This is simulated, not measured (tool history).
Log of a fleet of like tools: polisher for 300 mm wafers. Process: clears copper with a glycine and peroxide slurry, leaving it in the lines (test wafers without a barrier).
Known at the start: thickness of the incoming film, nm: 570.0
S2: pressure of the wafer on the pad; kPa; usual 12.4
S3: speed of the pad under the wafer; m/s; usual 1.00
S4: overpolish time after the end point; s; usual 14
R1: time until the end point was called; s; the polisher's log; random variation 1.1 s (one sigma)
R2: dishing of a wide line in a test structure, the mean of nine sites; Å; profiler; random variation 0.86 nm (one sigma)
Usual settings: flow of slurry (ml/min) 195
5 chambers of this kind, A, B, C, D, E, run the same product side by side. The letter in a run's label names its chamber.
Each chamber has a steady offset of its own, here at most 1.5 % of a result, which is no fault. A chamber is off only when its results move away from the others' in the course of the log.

{"run": "1D", "hour": 5.2, "flow of slurry (ml/min)": 195, "S2": 12.4, "S3": 1.0, "S4": 14, "R1": 130.91, "R2": 366.38}
{"hour": 5.9, "done": "chamber B: worn pad replaced by a new one"}
{"run": "2A", "hour": 9.9, "flow of slurry (ml/min)": 195, "S2": 12.4, "S3": 1.0, "S4": 14, "R1": 129.53, "R2": 350.32}
{"hour": 14.1, "done": "chamber C: slurry nozzle cleaned"}
{"hour": 15.4, "done": "chamber B: slurry nozzle cleaned"}
{"run": "3C", "hour": 15.8, "flow of slurry (ml/min)": 195, "S2": 12.4, "S3": 1.0, "S4": 14, "R1": 127.18, "R2": 351.13}
{"run": "4B", "hour": 18.9, "flow of slurry (ml/min)": 195, "S2": 12.4, "S3": 1.0, "S4": 14, "R1": 127.58, "R2": 355.27}
{"run": "5E", "hour": 23.3, "flow of slurry (ml/min)": 195, "S2": 12.4, "S3": 1.0, "S4": 14, "R1": 129.77, "R2": 376.71}
{"run": "6B", "hour": 28.0, "flow of slurry (ml/min)": 195, "S2": 12.4, "S3": 1.0, "S4": 14, "R1": 129.27, "R2": 371.55}
{"hour": 31.7, "done": "chamber A: worn pad replaced by a new one"}
{"run": "7A", "hour": 32.2, "flow of slurry (ml/min)": 195, "S2": 12.4, "S3": 1.0, "S4": 14, "R1": 128.94, "R2": 360.87}
{"run": "8D", "hour": 36.2, "flow of slurry (ml/min)": 195, "S2": 12.4, "S3": 1.0, "S4": 14, "R1": 129.63, "R2": 353.25}
{"run": "9E", "hour": 39.7, "flow of slurry (ml/min)": 195, "S2": 12.4, "S3": 1.0, "S4": 14, "R1": 127.32, "R2": 373.34}
{"run": "10C", "hour": 44.3, "flow of slurry (ml/min)": 195, "S2": 12.4, "S3": 1.0, "S4": 14, "R1": 129.24, "R2": 366.57}
{"hour": 48.5, "done": "chamber D: worn pad replaced by a new one"}
{"run": "11A", "hour": 50.9, "flow of slurry (ml/min)": 195, "S2": 12.4, "S3": 1.0, "S4": 14, "R1": 130.54, "R2": 350.07}
{"run": "12C", "hour": 57.5, "flow of slurry (ml/min)": 195, "S2": 9.0, "S3": 1.18, "S4": 14, "R1": 144.34, "R2": 335.56}
{"run": "13E", "hour": 60.8, "flow of slurry (ml/min)": 195, "S2": 9.0, "S3": 1.18, "S4": 14, "R1": 147.51, "R2": 330.41}
{"hour": 63.3, "done": "chamber B: head pressure recalibrated"}
{"run": "14D", "hour": 64.6, "flow of slurry (ml/min)": 195, "S2": 9.0, "S3": 1.18, "S4": 14, "R1": 144.62, "R2": 329.99}
{"run": "15B", "hour": 69.9, "flow of slurry (ml/min)": 195, "S2": 9.0, "S3": 1.18, "S4": 14, "R1": 143.37, "R2": 327.7}
{"run": "16C", "hour": 75.3, "flow of slurry (ml/min)": 195, "S2": 9.0, "S3": 1.18, "S4": 14, "R1": 144.91, "R2": 304.64}
{"run": "17A", "hour": 78.8, "flow of slurry (ml/min)": 195, "S2": 12.4, "S3": 1.0, "S4": 14, "R1": 131.14, "R2": 358.74}
{"run": "18E", "hour": 83.2, "flow of slurry (ml/min)": 195, "S2": 12.4, "S3": 1.0, "S4": 14, "R1": 130.39, "R2": 363.61}
{"run": "19D", "hour": 86.8, "flow of slurry (ml/min)": 195, "S2": 12.4, "S3": 1.14, "S4": 17, "R1": 116.46, "R2": 420.44}
{"run": "20B", "hour": 91.6, "flow of slurry (ml/min)": 195, "S2": 12.4, "S3": 1.14, "S4": 17, "R1": 117.19, "R2": 436.56}
{"run": "21D", "hour": 98.0, "flow of slurry (ml/min)": 195, "S2": 12.4, "S3": 1.14, "S4": 17, "R1": 117.22, "R2": 436.37}
{"run": "22A", "hour": 102.3, "flow of slurry (ml/min)": 195, "S2": 12.4, "S3": 1.14, "S4": 17, "R1": 117.38, "R2": 438.4}
{"run": "23B", "hour": 105.7, "flow of slurry (ml/min)": 195, "S2": 12.4, "S3": 1.14, "S4": 17, "R1": 116.78, "R2": 432.0}
{"run": "24E", "hour": 110.0, "flow of slurry (ml/min)": 195, "S2": 12.4, "S3": 1.0, "S4": 14, "R1": 136.91, "R2": 361.79}
{"run": "25C", "hour": 115.2, "flow of slurry (ml/min)": 195, "S2": 12.4, "S3": 1.0, "S4": 14, "R1": 128.7, "R2": 362.45}
{"run": "26E", "hour": 118.6, "flow of slurry (ml/min)": 195, "S2": 12.4, "S3": 1.0, "S4": 14, "R1": 136.41, "R2": 344.04}
{"run": "27B", "hour": 124.1, "flow of slurry (ml/min)": 195, "S2": 12.4, "S3": 1.0, "S4": 14, "R1": 129.1, "R2": 356.53}
{"run": "28C", "hour": 129.5, "flow of slurry (ml/min)": 195, "S2": 12.4, "S3": 1.0, "S4": 14, "R1": 128.31, "R2": 349.88}
{"hour": 133.7, "done": "chamber B: worn pad replaced by a new one"}
{"run": "29A", "hour": 134.2, "flow of slurry (ml/min)": 195, "S2": 12.4, "S3": 1.0, "S4": 14, "R1": 128.7, "R2": 367.28}
{"hour": 137.3, "done": "chamber D: worn pad replaced by a new one"}
{"run": "30D", "hour": 138.4, "flow of slurry (ml/min)": 195, "S2": 12.4, "S3": 1.0, "S4": 14, "R1": 129.13, "R2": 369.55}
{"run": "31D", "hour": 142.0, "flow of slurry (ml/min)": 195, "S2": 12.4, "S3": 1.0, "S4": 14, "R1": 131.39, "R2": 351.09}
{"run": "32C", "hour": 147.2, "flow of slurry (ml/min)": 195, "S2": 12.4, "S3": 1.0, "S4": 14, "R1": 128.78, "R2": 372.6}
{"run": "33E", "hour": 151.1, "flow of slurry (ml/min)": 195, "S2": 12.4, "S3": 1.0, "S4": 14, "R1": 141.89, "R2": 336.61}
{"hour": 151.3, "done": "chamber E: head pressure recalibrated"}
{"hour": 152.6, "done": "chamber E: slurry nozzle cleaned"}
{"run": "34B", "hour": 155.0, "flow of slurry (ml/min)": 195, "S2": 12.4, "S3": 1.0, "S4": 14, "R1": 129.5, "R2": 356.77}
{"run": "35A", "hour": 160.3, "flow of slurry (ml/min)": 195, "S2": 12.4, "S3": 1.0, "S4": 11, "R1": 129.92, "R2": 295.08}
{"run": "36B", "hour": 164.1, "flow of slurry (ml/min)": 195, "S2": 12.4, "S3": 1.0, "S4": 11, "R1": 129.34, "R2": 289.83}
{"hour": 164.8, "done": "chamber C: worn pad replaced by a new one"}
{"run": "37D", "hour": 168.8, "flow of slurry (ml/min)": 195, "S2": 12.4, "S3": 1.0, "S4": 11, "R1": 129.21, "R2": 291.02}
{"run": "38C", "hour": 172.1, "flow of slurry (ml/min)": 195, "S2": 12.4, "S3": 1.0, "S4": 11, "R1": 129.93, "R2": 299.48}
{"run": "39A", "hour": 175.9, "flow of slurry (ml/min)": 195, "S2": 12.4, "S3": 1.0, "S4": 11, "R1": 130.03, "R2": 303.13}
{"run": "40E", "hour": 179.1, "flow of slurry (ml/min)": 195, "S2": 12.4, "S3": 1.0, "S4": 14, "R1": 144.09, "R2": 343.77}
{"run": "41E", "hour": 184.8, "flow of slurry (ml/min)": 195, "S2": 12.4, "S3": 1.0, "S4": 14, "R1": 143.38, "R2": 333.35}
{"run": "42A", "hour": 189.8, "flow of slurry (ml/min)": 195, "S2": 12.4, "S3": 1.0, "S4": 14, "R1": 129.98, "R2": 359.28}
{"run": "43C", "hour": 195.0, "flow of slurry (ml/min)": 195, "S2": 12.4, "S3": 1.0, "S4": 14, "R1": 129.3, "R2": 371.97}
{"run": "44B", "hour": 198.3, "flow of slurry (ml/min)": 195, "S2": 12.4, "S3": 1.0, "S4": 14, "R1": 128.34, "R2": 345.7}

What goes on in this fleet: one chamber off, a drifting gauge, or nothing beyond the chambers' own small offsets? Name the chamber and the cause, if any.

Chamber E drifts away from the others.
Cause: removal rate lost through wear of the pad, % = 11.3.

Here are 4 candidates for chamber E's next run, each the usual settings with a change, their results left as question marks. Which one brings its results back in line with what the others give on the usual settings?
In line means no further than this from the other chambers' mean on the usual settings: R1 3.80 s; R2 30.00 Å
{"run": "45E-1", "hour": 203.1, "flow of slurry (ml/min)": 190, "S2": 11.0, "S3": 0.88, "S4": 14, "R1": "?", "R2": "?"}
{"run": "45E-2", "hour": 203.1, "flow of slurry (ml/min)": 190, "S2": 11.7, "S3": 0.92, "S4": 14, "R1": "?", "R2": "?"}
{"run": "45E-3", "hour": 203.1, "flow of slurry (ml/min)": 200, "S2": 13.8, "S3": 1.14, "S4": 14, "R1": "?", "R2": "?"}
{"run": "45E-4", "hour": 203.1, "flow of slurry (ml/min)": 200, "S2": 13.1, "S3": 1.08, "S4": 14, "R1": "?", "R2": "?"}

The other chambers' mean on the usual settings: R1 129.34 s; R2 358.84 Å
run=45E-1 R1=174.83 R2=292.51
run=45E-2 R1=162.04 R2=310.07
run=45E-3 R1=120.47 R2=383.10
run=45E-4 R1=130.97 R2=361.47
45E-4 brings the chamber back in line.

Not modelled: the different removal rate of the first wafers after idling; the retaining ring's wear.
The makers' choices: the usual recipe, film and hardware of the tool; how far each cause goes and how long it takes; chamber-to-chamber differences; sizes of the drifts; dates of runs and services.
